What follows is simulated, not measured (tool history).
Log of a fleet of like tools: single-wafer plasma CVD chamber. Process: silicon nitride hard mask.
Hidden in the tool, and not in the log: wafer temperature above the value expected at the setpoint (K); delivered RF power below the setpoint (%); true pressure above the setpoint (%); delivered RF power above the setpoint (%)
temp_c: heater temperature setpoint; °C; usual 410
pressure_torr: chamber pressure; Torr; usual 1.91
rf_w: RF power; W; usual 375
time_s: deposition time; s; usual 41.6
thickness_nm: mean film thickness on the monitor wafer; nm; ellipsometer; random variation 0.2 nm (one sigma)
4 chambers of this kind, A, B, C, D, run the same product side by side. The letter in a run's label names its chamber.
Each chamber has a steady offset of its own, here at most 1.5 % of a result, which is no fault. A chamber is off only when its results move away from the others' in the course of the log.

run,hour,temp_c,pressure_torr,rf_w,time_s,hours since the last thermocouple change,hours since the last RF generator calibration,hours since the last manometer calibration,"read-back reference wafer on the same gauge, thickness_nm",thickness_nm
1C,6,410,1.91,375,41.6,270.9,416.7,986,60.012,57.825
2A,16.8,410,1.91,375,41.6,1097.3,618.3,1107.7,59.951,57.047
# hour 22.5: chamber D: capacitance manometer re-zeroed and calibrated
3B,25.5,410,1.91,375,41.6,45.3,818.2,403.7,60.041,58.128
4D,31.4,410,1.91,375,41.6,1206.1,838.9,9,60.019,57.683
5A,40.4,410,1.91,375,41.6,1120.9,641.9,1131.3,59.998,57.049
6B,50.5,410,1.91,375,41.6,70.3,843.2,428.7,60.038,57.904
7C,59.9,410,1.91,375,41.6,324.8,470.6,1039.9,59.983,57.385
8D,64.8,410,1.91,375,41.6,1239.5,872.3,42.4,59.962,57.429
9A,75.5,410,1.91,375,41.6,1156,677,1166.4,60.023,56.782
10B,82.4,410,1.91,375,41.6,102.2,875.1,460.6,59.997,57.696
11C,89.5,410,1.91,375,41.6,354.4,500.2,1069.5,59.991,57.351
12D,99.2,410,1.91,375,41.6,1273.9,906.7,76.8,60.043,57.109
13D,105.4,410,1.91,375,41.6,1280.1,912.9,83,60.002,57.253
14C,110.9,410,1.91,375,41.6,375.8,521.6,1090.9,59.976,57.747
15A,121.6,423,2.34,375,41.6,1202.1,723.1,1212.5,60.001,59.336
16B,131,423,2.34,375,41.6,150.8,923.7,509.2,60.027,60.812
# hour 140.2: chamber B: RF generator calibrated
17C,141,423,2.34,375,41.6,405.9,551.7,1121,60.033,59.403
18A,146.3,423,2.34,375,41.6,1226.8,747.8,1237.2,60.069,59.83
19B,155.6,410,1.91,375,41.6,175.4,15.5,533.8,59.972,57.952
20D,160.7,410,1.91,375,41.6,1335.4,968.2,138.3,60.009,57.34
21C,167.5,410,1.91,375,41.6,432.4,578.2,1147.5,60.008,56.666
22B,174,410,1.91,330,37.8,193.8,33.9,552.2,59.965,48.521
23D,182.8,410,1.91,330,37.8,1357.5,990.3,160.4,60.036,47.947
24A,187.8,410,1.91,330,37.8,1268.3,789.3,1278.7,60.069,47.798
25C,193,410,1.91,330,37.8,457.9,603.7,1173,60.001,47.244
26D,199.2,410,2.38,375,38.3,1373.9,1006.7,176.8,59.992,56.236
27B,204.9,410,2.38,375,38.3,224.7,64.8,583.1,60.001,56.787
28A,215,410,2.38,375,38.3,1295.5,816.5,1305.9,59.984,56.076
29D,221.2,410,2.38,375,38.3,1395.9,1028.7,198.8,60.002,56.332
30C,231.3,410,1.91,375,41.6,496.2,642,1211.3,60.008,55.88
31B,240.6,410,1.91,375,41.6,260.4,100.5,618.8,60.014,57.912
32A,250.8,410,2.06,435,41.6,1331.3,852.3,1341.7,60.001,63.794
33A,258.2,410,2.06,435,41.6,1338.7,859.7,1349.1,59.974,63.82
# hour 265: chamber D: thermocouple changed; heater temperature recalibrated
34C,268.8,410,2.06,435,41.6,533.7,679.5,1248.8,60.008,62.164
# hour 270.9: chamber A: capacitance manometer re-zeroed and calibrated
35B,275.5,410,2.06,435,41.6,295.3,135.4,653.7,59.977,64.307
36D,283.3,410,1.91,375,41.6,18.3,1090.8,260.9,59.994,57.35
37D,292.1,410,1.91,375,41.6,27.1,1099.6,269.7,60.018,57.247
38A,302.2,410,1.91,375,41.6,1382.7,903.7,31.4,59.988,57.084
39B,311.1,410,1.91,375,41.6,330.9,171,689.3,60.007,57.74
40C,321.3,410,1.91,375,41.6,586.2,732,1301.3,59.933,54.95
41D,329.3,410,1.91,375,41.6,64.3,1136.8,306.9,59.968,56.921
42C,338,410,1.91,375,41.6,602.9,748.7,1318,59.969,54.918
43B,346.2,421,1.91,375,36,366,206.1,724.4,60.024,50.258

What goes on in this fleet: one chamber off, a drifting gauge, or nothing beyond the chambers' own small offsets? Name the chamber and the cause, if any.

Chamber C drifts away from the others.
Cause: delivered RF power below the setpoint (%) = 7.06.

Here are 4 candidates for chamber C's next run, each the usual settings with a change, their results left as question marks. Which one brings its results back in line with what the others give on the usual settings?
In line means no further than this from the other chambers' mean on the usual settings: thickness_nm 0.71 nm
44C-1,354,410,1.91,375,39.8,,,,,?
44C-2,354,410,1.91,375,43.4,,,,,?
44C-3,354,410,1.91,390,44.2,,,,,?
44C-4,354,410,1.86,360,39.2,,,,,?

The other chambers' mean on the usual settings: thickness_nm 57.447 nm
run,thickness_nm
44C-1,52.684
44C-2,57.439
44C-3,59.988
44C-4,50.172
44C-2 brings the chamber back in line.

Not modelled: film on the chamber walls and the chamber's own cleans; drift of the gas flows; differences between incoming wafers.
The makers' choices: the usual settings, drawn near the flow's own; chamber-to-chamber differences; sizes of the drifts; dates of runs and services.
